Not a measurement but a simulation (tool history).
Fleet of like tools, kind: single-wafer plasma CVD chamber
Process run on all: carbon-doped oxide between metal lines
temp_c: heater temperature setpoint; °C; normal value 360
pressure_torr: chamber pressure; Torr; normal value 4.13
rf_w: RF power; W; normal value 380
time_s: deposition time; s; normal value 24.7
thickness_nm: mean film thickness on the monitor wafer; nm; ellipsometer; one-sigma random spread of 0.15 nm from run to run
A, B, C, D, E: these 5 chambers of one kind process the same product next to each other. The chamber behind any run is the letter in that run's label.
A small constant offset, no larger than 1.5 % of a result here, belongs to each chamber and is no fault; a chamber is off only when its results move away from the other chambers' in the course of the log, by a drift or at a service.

| run | day | temp_c | pressure_torr | rf_w | time_s | read-back reference wafer on the same gauge, thickness_nm | thickness_nm |
|---|---|---|---|---|---|---|---|
| 1A | 0.471 | 360 | 4.13 | 380 | 24.7 | 111.35 | 99.959 |
| 2B | 0.862 | 360 | 4.13 | 380 | 24.7 | 111.35 | 98.573 |
| 3D | 1.171 | 360 | 4.13 | 380 | 24.7 | 111.35 | 99.361 |
| 4C | 1.617 | 360 | 4.13 | 380 | 24.7 | 111.32 | 98.971 |
| 5E | 1.962 | 354 | 4.13 | 380 | 24.7 | 111.35 | 99.878 |
| 6E | 2.204 | 354 | 4.13 | 380 | 24.7 | 111.26 | 99.727 |
| 7A | 2.575 | 354 | 4.13 | 380 | 24.7 | 111.27 | 101.52 |
| 8B | 2.983 | 354 | 4.13 | 380 | 24.7 | 111.26 | 99.841 |
| 9D | 3.317 | 354 | 4.13 | 380 | 24.7 | 111.22 | 100.92 |
| 10C | 3.571 | 365 | 4.13 | 380 | 24.7 | 111.22 | 98.004 |
| 11B | 3.992 | 365 | 4.13 | 380 | 24.7 | 111.17 | 97.085 |
| 12A | 4.417 | 365 | 4.13 | 380 | 24.7 | 111.18 | 98.435 |
| 13C | 4.95 | 365 | 4.13 | 380 | 24.7 | 111.1 | 97.528 |
| 14D | 5.196 | 365 | 4.13 | 380 | 24.7 | 111.17 | 98.035 |
| 15E | 5.492 | 360 | 4.13 | 380 | 24.7 | 111.11 | 98.063 |
| 16E | 5.733 | 367 | 4.13 | 430 | 24.7 | 111.13 | 105.7 |
| 17D | 6.275 | 367 | 4.13 | 430 | 24.7 | 111.07 | 106.87 |
| 18C | 6.675 | 367 | 4.13 | 430 | 24.7 | 111.06 | 106.68 |
| 19A | 6.979 | 367 | 4.13 | 430 | 24.7 | 111.04 | 107.5 |
|  | 7.304 | chamber E: thermocouple changed; heater temperature recalibrated |
| 20B | 7.433 | 367 | 4.13 | 430 | 24.7 | 110.99 | 105.87 |
| 21E | 7.754 | 360 | 4.13 | 380 | 24.7 | 111.01 | 97.524 |
| 22D | 8.242 | 360 | 4.13 | 380 | 22.1 | 110.98 | 88.645 |
| 23C | 8.567 | 360 | 4.13 | 380 | 22.1 | 110.93 | 88.746 |
| 24B | 9.129 | 360 | 4.13 | 380 | 22.1 | 110.94 | 87.855 |
| 25A | 9.388 | 360 | 4.13 | 380 | 22.1 | 110.9 | 89.024 |
| 26C | 9.912 | 360 | 4.13 | 380 | 22.1 | 110.9 | 88.385 |
| 27D | 10.467 | 360 | 4.13 | 380 | 24.7 | 110.82 | 98.823 |
| 28E | 10.742 | 360 | 4.13 | 380 | 24.7 | 110.83 | 97.739 |
| 29B | 11.288 | 360 | 4.13 | 380 | 24.7 | 110.81 | 98.046 |
| 30A | 11.821 | 360 | 4.13 | 380 | 24.7 | 110.75 | 99.539 |
| 31D | 12.075 | 360 | 4.13 | 380 | 24.7 | 110.72 | 98.608 |
| 32E | 12.467 | 360 | 4.13 | 380 | 24.7 | 110.72 | 98 |
| 33B | 12.875 | 360 | 4.13 | 380 | 24.7 | 110.72 | 98.038 |

Does one chamber stand apart from the rest, does the shared gauge drift, or is all well apart from small per-chamber offsets? Give the chamber and the most likely cause, where there is one.

None of the chambers is off. What moves is the gauge, dragging all their readings along together.
Cause: gauge reads low (%) = 0.633.

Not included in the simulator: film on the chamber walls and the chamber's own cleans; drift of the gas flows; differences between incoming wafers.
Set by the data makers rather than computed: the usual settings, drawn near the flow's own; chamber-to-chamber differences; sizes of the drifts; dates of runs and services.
